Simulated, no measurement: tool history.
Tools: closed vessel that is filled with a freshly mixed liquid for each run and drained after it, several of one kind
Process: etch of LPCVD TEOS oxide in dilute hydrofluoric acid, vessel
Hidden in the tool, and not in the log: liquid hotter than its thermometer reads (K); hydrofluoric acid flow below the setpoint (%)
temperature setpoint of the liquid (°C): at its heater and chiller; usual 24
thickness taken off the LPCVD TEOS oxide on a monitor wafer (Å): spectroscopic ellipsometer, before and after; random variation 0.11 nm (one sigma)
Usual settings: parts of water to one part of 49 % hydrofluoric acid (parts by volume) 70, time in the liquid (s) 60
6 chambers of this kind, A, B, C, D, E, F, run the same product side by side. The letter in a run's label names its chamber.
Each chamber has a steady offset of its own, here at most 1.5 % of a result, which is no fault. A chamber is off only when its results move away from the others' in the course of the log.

| run | hour | temperature setpoint of the liquid (°C) | parts of water to one part of 49 % hydrofluoric acid (parts by volume) | time in the liquid (s) | hours since the thermometer was replaced | hours since the hydrofluoric acid flow meter was replaced | read-back film thickness of the LPCVD TEOS oxide reference wafer, read on the same gauge (nm) | thickness taken off the LPCVD TEOS oxide on a monitor wafer (Å) |
|---|---|---|---|---|---|---|---|---|
|  | 13.6 | chamber B: hydrofluoric acid flow meter replaced |
| 1B | 16 | 24 | 70 | 60 | 614.4 | 2.5 | 99.991 | 227.69 |
| 2D | 27.7 | 24 | 70 | 60 | 2274.6 | 191 | 100 | 225.45 |
| 3F | 36 | 24 | 70 | 60 | 599.7 | 2280.5 | 100.02 | 224.03 |
| 4E | 45.8 | 24 | 70 | 60 | 114.8 | 243.1 | 100.02 | 225.56 |
| 5C | 54.9 | 24 | 70 | 60 | 1277.9 | 710.5 | 99.998 | 221.86 |
| 6A | 70.2 | 24 | 70 | 60 | 1002.2 | 228.1 | 99.99 | 220.98 |
| 7C | 85.5 | 24 | 70 | 60 | 1308.5 | 741.1 | 99.965 | 222.92 |
| 8E | 99.5 | 24 | 70 | 60 | 168.5 | 296.8 | 100 | 226.28 |
| 9A | 112.8 | 24 | 70 | 60 | 1044.8 | 270.7 | 99.998 | 223.31 |
| 10B | 123.4 | 24 | 70 | 60 | 721.8 | 109.9 | 99.983 | 228.05 |
| 11F | 134.6 | 24 | 70 | 60 | 698.3 | 2379.1 | 100.01 | 224.78 |
| 12D | 144.5 | 24 | 70 | 60 | 2391.4 | 307.8 | 100.01 | 228.77 |
| 13B | 154.8 | 24 | 70 | 60 | 753.2 | 141.3 | 99.992 | 227.51 |
| 14C | 167.6 | 24 | 70 | 60 | 1390.6 | 823.2 | 100.02 | 222.53 |
| 15F | 183 | 24 | 70 | 60 | 746.7 | 2427.5 | 99.985 | 221.48 |
| 16E | 192.8 | 27.5 | 105 | 60 | 261.8 | 390.1 | 100.03 | 162.91 |
| 17D | 203.4 | 27.5 | 105 | 60 | 2450.3 | 366.7 | 99.988 | 165.25 |
|  | 207.5 | chamber D: thermometer replaced |
| 18A | 215.7 | 27.5 | 105 | 60 | 1147.7 | 373.6 | 99.977 | 166.34 |
| 19C | 223.7 | 27.5 | 105 | 60 | 1446.7 | 879.3 | 100 | 163.31 |
| 20A | 231.6 | 27.5 | 105 | 60 | 1163.6 | 389.5 | 100 | 166.12 |
| 21E | 239.1 | 27.5 | 105 | 60 | 308.1 | 436.4 | 100.03 | 163.62 |
|  | 247.9 | chamber A: hydrofluoric acid flow meter replaced |
| 22F | 252.8 | 24 | 70 | 60 | 816.5 | 2497.3 | 99.995 | 222 |
| 23B | 266.6 | 24 | 70 | 60 | 865 | 253.1 | 99.991 | 227.56 |
| 24D | 274.8 | 24 | 70 | 60 | 67.3 | 438.1 | 100 | 226 |
| 25E | 288.6 | 24 | 70 | 60 | 357.6 | 485.9 | 99.999 | 226.77 |
| 26B | 297.1 | 24 | 70 | 60 | 895.5 | 283.6 | 100 | 226.8 |
| 27C | 311.5 | 24 | 70 | 60 | 1534.5 | 967.1 | 99.999 | 222.38 |
| 28D | 320.7 | 24 | 70 | 60 | 113.2 | 484 | 100.02 | 227.41 |
| 29F | 331.4 | 24 | 70 | 60 | 895.1 | 2575.9 | 99.983 | 224.04 |
| 30A | 342.3 | 24 | 70 | 60 | 1274.3 | 94.5 | 100.02 | 231.2 |
| 31D | 357.2 | 24 | 70 | 60 | 149.7 | 520.5 | 100.02 | 226.81 |
| 32A | 372.4 | 24 | 70 | 60 | 1304.4 | 124.6 | 99.98 | 230.6 |
| 33F | 380.1 | 24 | 70 | 60 | 943.8 | 2624.6 | 99.989 | 221.6 |
| 34B | 394.5 | 24 | 70 | 60 | 992.9 | 381 | 100 | 226.77 |
| 35C | 404.8 | 24 | 70 | 60 | 1627.8 | 1060.4 | 100.02 | 221.55 |
| 36E | 412.6 | 24 | 70 | 60 | 481.6 | 609.9 | 100.01 | 225.87 |

What goes on in this fleet: one chamber off, a drifting gauge, or nothing beyond the chambers' own small offsets? Name the chamber and the cause, if any.

Chamber A drifts away from the others.
Cause: liquid hotter than its thermometer reads (K) = 1.4.

Here are 4 candidates for chamber A's next run, each the usual settings with a change, their results left as question marks. Which one brings its results back in line with what the others give on the usual settings?
In line means no further than this from the other chambers' mean on the usual settings: thickness taken off the LPCVD TEOS oxide on a monitor wafer (Å) 3.8
| 37A-1 | 424.1 | 21.5 | 70 | 60 |  |  |  | ? |
| 37A-2 | 424.1 | 24.5 | 65 | 60 |  |  |  | ? |
| 37A-3 | 424.1 | 23 | 70 | 60 |  |  |  | ? |
| 37A-4 | 424.1 | 25 | 70 | 60 |  |  |  | ? |

The other chambers' mean on the usual settings: thickness taken off the LPCVD TEOS oxide on a monitor wafer (Å) 225.08
| run | thickness taken off the LPCVD TEOS oxide on a monitor wafer (Å) |
|---|---|
| 37A-1 | 212.46 |
| 37A-2 | 260.43 |
| 37A-3 | 226 |
| 37A-4 | 245.04 |
37A-3 brings the chamber back in line.

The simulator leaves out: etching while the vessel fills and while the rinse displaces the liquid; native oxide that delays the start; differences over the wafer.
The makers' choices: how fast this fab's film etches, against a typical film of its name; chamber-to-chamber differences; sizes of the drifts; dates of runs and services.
